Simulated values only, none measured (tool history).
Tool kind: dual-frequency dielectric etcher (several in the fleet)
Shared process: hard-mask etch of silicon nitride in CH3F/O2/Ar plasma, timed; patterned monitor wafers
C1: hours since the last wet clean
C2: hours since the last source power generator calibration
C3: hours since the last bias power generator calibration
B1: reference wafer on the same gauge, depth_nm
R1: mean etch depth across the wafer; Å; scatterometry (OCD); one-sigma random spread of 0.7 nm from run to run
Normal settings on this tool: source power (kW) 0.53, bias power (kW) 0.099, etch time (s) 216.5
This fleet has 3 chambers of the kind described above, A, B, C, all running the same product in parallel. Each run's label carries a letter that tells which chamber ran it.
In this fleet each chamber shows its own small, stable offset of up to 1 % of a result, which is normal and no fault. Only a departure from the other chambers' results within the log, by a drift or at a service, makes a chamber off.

Run 1A, hour 5.1: usual settings; C1 400.9; C2 4280.1; C3 282.5; B1 183. Result: R1 1888.3 Å.
Run 2C, hour 11.7: usual settings; C1 269.9; C2 1906.1; C3 790.3; B1 182.91. Result: R1 1870.6 Å.
Run 3B, hour 15.4: usual settings; C1 529.6; C2 222.3; C3 914.9; B1 183. Result: R1 1860.8 Å.
Run 4C, hour 20.8: usual settings; C1 279; C2 1915.2; C3 799.4; B1 183.02. Result: R1 1874.6 Å.
Run 5B, hour 28.8: usual settings; C1 543; C2 235.7; C3 928.3; B1 183.05. Result: R1 1878.1 Å.
Run 6A, hour 33.9: usual settings but source power (kW) 0.45; C1 429.7; C2 4308.9; C3 311.3; B1 182.97. Result: R1 1788.7 Å.
Run 7C, hour 41.5: usual settings but source power (kW) 0.45; C1 299.7; C2 1935.9; C3 820.1; B1 183.1. Result: R1 1764.8 Å.
Run 8B, hour 46.1: usual settings but source power (kW) 0.45; C1 560.3; C2 253; C3 945.6; B1 182.96. Result: R1 1768.1 Å.
Run 9A, hour 50.6: usual settings; C1 446.4; C2 4325.6; C3 328; B1 182.94. Result: R1 1884 Å.
At hour 56.7: chamber B: wet clean of the chamber.
Run 10A, hour 58.3: usual settings; C1 454.1; C2 4333.3; C3 335.7; B1 182.97. Result: R1 1887.6 Å.
Run 11C, hour 64.6: usual settings; C1 322.8; C2 1959; C3 843.2; B1 182.98. Result: R1 1862.1 Å.
Run 12B, hour 72: usual settings but source power (kW) 0.46, bias power (kW) 0.079; C1 15.4; C2 278.9; C3 971.5; B1 182.94. Result: R1 1613.8 Å.
Run 13C, hour 78.4: usual settings but source power (kW) 0.46, bias power (kW) 0.079; C1 336.6; C2 1972.8; C3 857; B1 183.07. Result: R1 1635.5 Å.
Run 14B, hour 85: usual settings but source power (kW) 0.46, bias power (kW) 0.079; C1 28.4; C2 291.9; C3 984.5; B1 183.06. Result: R1 1608.6 Å.
Run 15A, hour 90: usual settings; C1 485.8; C2 4365; C3 367.4; B1 183.17. Result: R1 1891.4 Å.
Run 16B, hour 93.7: usual settings; C1 37.1; C2 300.6; C3 993.2; B1 183.11. Result: R1 1829 Å.
Run 17A, hour 99.4: usual settings; C1 495.2; C2 4374.4; C3 376.8; B1 182.97. Result: R1 1896.6 Å.
At hour 101.6: chamber A: wet clean of the chamber.
Run 18C, hour 103: usual settings; C1 361.2; C2 1997.4; C3 881.6; B1 183.04. Result: R1 1877.6 Å.
At hour 108: chamber C: wet clean of the chamber.
Run 19A, hour 109.5: usual settings; C1 8; C2 4384.5; C3 386.9; B1 183.16. Result: R1 1899.8 Å.
Run 20C, hour 116.2: usual settings; C1 8.2; C2 2010.6; C3 894.8; B1 183.01. Result: R1 1881.8 Å.
Run 21B, hour 122.7: usual settings; C1 66.1; C2 329.6; C3 1022.2; B1 182.97. Result: R1 1827.2 Å.
Run 22C, hour 126.6: usual settings; C1 18.6; C2 2021; C3 905.2; B1 183. Result: R1 1867.1 Å.
Run 23A, hour 133: usual settings; C1 31.5; C2 4408; C3 410.4; B1 182.81. Result: R1 1882 Å.
Run 24B, hour 139.8: usual settings; C1 83.2; C2 346.7; C3 1039.3; B1 183.01. Result: R1 1834.4 Å.
Run 25A, hour 147: usual settings but source power (kW) 0.48, etch time (s) 195.5; C1 45.5; C2 4422; C3 424.4; B1 183.06. Result: R1 1650.8 Å.
Run 26B, hour 152.3: usual settings but source power (kW) 0.48, etch time (s) 195.5; C1 95.7; C2 359.2; C3 1051.8; B1 182.94. Result: R1 1596.3 Å.
Run 27C, hour 158.3: usual settings but source power (kW) 0.48, etch time (s) 195.5; C1 50.3; C2 2052.7; C3 936.9; B1 182.88. Result: R1 1629.8 Å.

The same settings go to every chamber for the next run, one line per chamber below. Forecast the results for each:
Run 28A, hour 164.2: usual settings but bias power (kW) 0.108. Result: R1 ?.
Run 28B, hour 164.2: usual settings but bias power (kW) 0.108. Result: R1 ?.
Run 28C, hour 164.2: usual settings but bias power (kW) 0.108. Result: R1 ?.

run      R1
28A  1943.9
28B  1888.2
28C  1934.7

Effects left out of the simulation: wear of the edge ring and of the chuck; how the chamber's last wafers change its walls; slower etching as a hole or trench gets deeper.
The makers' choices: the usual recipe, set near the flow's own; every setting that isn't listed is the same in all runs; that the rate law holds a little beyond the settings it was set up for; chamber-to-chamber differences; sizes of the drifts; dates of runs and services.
